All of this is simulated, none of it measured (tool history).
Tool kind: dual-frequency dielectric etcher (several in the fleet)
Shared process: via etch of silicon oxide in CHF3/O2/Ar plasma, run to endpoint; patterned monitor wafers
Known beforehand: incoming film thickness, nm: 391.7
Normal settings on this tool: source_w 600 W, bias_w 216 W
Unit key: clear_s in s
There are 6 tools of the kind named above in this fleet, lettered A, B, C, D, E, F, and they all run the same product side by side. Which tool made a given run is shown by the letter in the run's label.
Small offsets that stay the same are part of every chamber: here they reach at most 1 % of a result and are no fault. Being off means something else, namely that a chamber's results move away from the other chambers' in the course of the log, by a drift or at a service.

run 1D hour=10.4 | source_w=600 bias_w=216 | clear_s=187.25
run 2E hour=19.4 | source_w=600 bias_w=216 | clear_s=186.09
run 3B hour=27.1 | source_w=600 bias_w=216 | clear_s=183
run 4A hour=37 | source_w=600 bias_w=216 | clear_s=183.84
-- hour=38.8 chamber B: wet clean of the chamber
run 5C hour=45 | source_w=530 bias_w=234 | clear_s=188.55
run 6F hour=53.5 | source_w=530 bias_w=234 | clear_s=190.31
run 7A hour=64.2 | source_w=530 bias_w=234 | clear_s=187.08
run 8E hour=72.8 | source_w=530 bias_w=234 | clear_s=188.76
run 9B hour=80 | source_w=530 bias_w=234 | clear_s=187.51
-- hour=86.8 chamber D: bias power generator calibrated
run 10C hour=90.3 | source_w=530 bias_w=234 | clear_s=190.92
run 11D hour=100.8 | source_w=600 bias_w=216 | clear_s=184.3
run 12F hour=106.2 | source_w=600 bias_w=216 | clear_s=186.86
run 13B hour=113.5 | source_w=600 bias_w=216 | clear_s=182.81
run 14A hour=123.3 | source_w=600 bias_w=216 | clear_s=185.53
run 15E hour=130.7 | source_w=600 bias_w=216 | clear_s=187.81
-- hour=132 chamber D: source power generator calibrated
run 16D hour=140.4 | source_w=600 bias_w=216 | clear_s=186.71
-- hour=140.7 chamber C: bias power generator calibrated
run 17C hour=149.4 | source_w=600 bias_w=216 | clear_s=186.6
run 18F hour=157 | source_w=600 bias_w=189 | clear_s=197.19
run 19D hour=166.3 | source_w=600 bias_w=189 | clear_s=194.7
run 20F hour=171 | source_w=600 bias_w=189 | clear_s=196.7
run 21E hour=181.4 | source_w=600 bias_w=189 | clear_s=194.18
-- hour=182 chamber D: wet clean of the chamber
-- hour=183.4 chamber C: wet clean of the chamber
run 22C hour=188 | source_w=600 bias_w=189 | clear_s=194.76
run 23A hour=195.4 | source_w=600 bias_w=189 | clear_s=194.89
run 24B hour=205.7 | source_w=500 bias_w=269 | clear_s=184.45
run 25F hour=211.4 | source_w=500 bias_w=269 | clear_s=184.12
run 26B hour=216.6 | source_w=500 bias_w=269 | clear_s=181.72
run 27D hour=222.6 | source_w=500 bias_w=269 | clear_s=184.08
run 28C hour=230.9 | source_w=500 bias_w=269 | clear_s=181.82
run 29A hour=241.3 | source_w=500 bias_w=269 | clear_s=184.57
run 30E hour=247.2 | source_w=600 bias_w=216 | clear_s=185.59
-- hour=257.8 chamber E: bias power generator calibrated
run 31E hour=257.8 | source_w=600 bias_w=216 | clear_s=185.88
run 32B hour=265.4 | source_w=600 bias_w=216 | clear_s=184.63
run 33D hour=275.8 | source_w=600 bias_w=216 | clear_s=186.86
-- hour=280.8 chamber F: source power generator calibrated
run 34F hour=285.5 | source_w=600 bias_w=216 | clear_s=186.88
run 35A hour=295.9 | source_w=600 bias_w=216 | clear_s=187.39
run 36C hour=306.3 | source_w=600 bias_w=216 | clear_s=185.36
-- hour=306.8 chamber F: wet clean of the chamber
run 37E hour=316.4 | source_w=600 bias_w=216 | clear_s=185.38
run 38D hour=323.3 | source_w=600 bias_w=185 | clear_s=197.02
run 39C hour=328.2 | source_w=600 bias_w=185 | clear_s=194.79
run 40A hour=337.6 | source_w=600 bias_w=185 | clear_s=197.4
run 41F hour=346.7 | source_w=600 bias_w=185 | clear_s=195.39
run 42B hour=355.5 | source_w=600 bias_w=185 | clear_s=195.57
run 43E hour=361.6 | source_w=600 bias_w=185 | clear_s=195.16

Each of the 6 chambers runs these same settings next. Fill in every chamber's results:
run 44A hour=369.3 | source_w=600 bias_w=216 | clear_s=?
run 44B hour=369.3 | source_w=600 bias_w=216 | clear_s=?
run 44C hour=369.3 | source_w=600 bias_w=216 | clear_s=?
run 44D hour=369.3 | source_w=600 bias_w=216 | clear_s=?
run 44E hour=369.3 | source_w=600 bias_w=216 | clear_s=?
run 44F hour=369.3 | source_w=600 bias_w=216 | clear_s=?

run=44A clear_s=185.84
run=44B clear_s=185.71
run=44C clear_s=186.05
run=44D clear_s=186.16
run=44E clear_s=185.43
run=44F clear_s=187.06

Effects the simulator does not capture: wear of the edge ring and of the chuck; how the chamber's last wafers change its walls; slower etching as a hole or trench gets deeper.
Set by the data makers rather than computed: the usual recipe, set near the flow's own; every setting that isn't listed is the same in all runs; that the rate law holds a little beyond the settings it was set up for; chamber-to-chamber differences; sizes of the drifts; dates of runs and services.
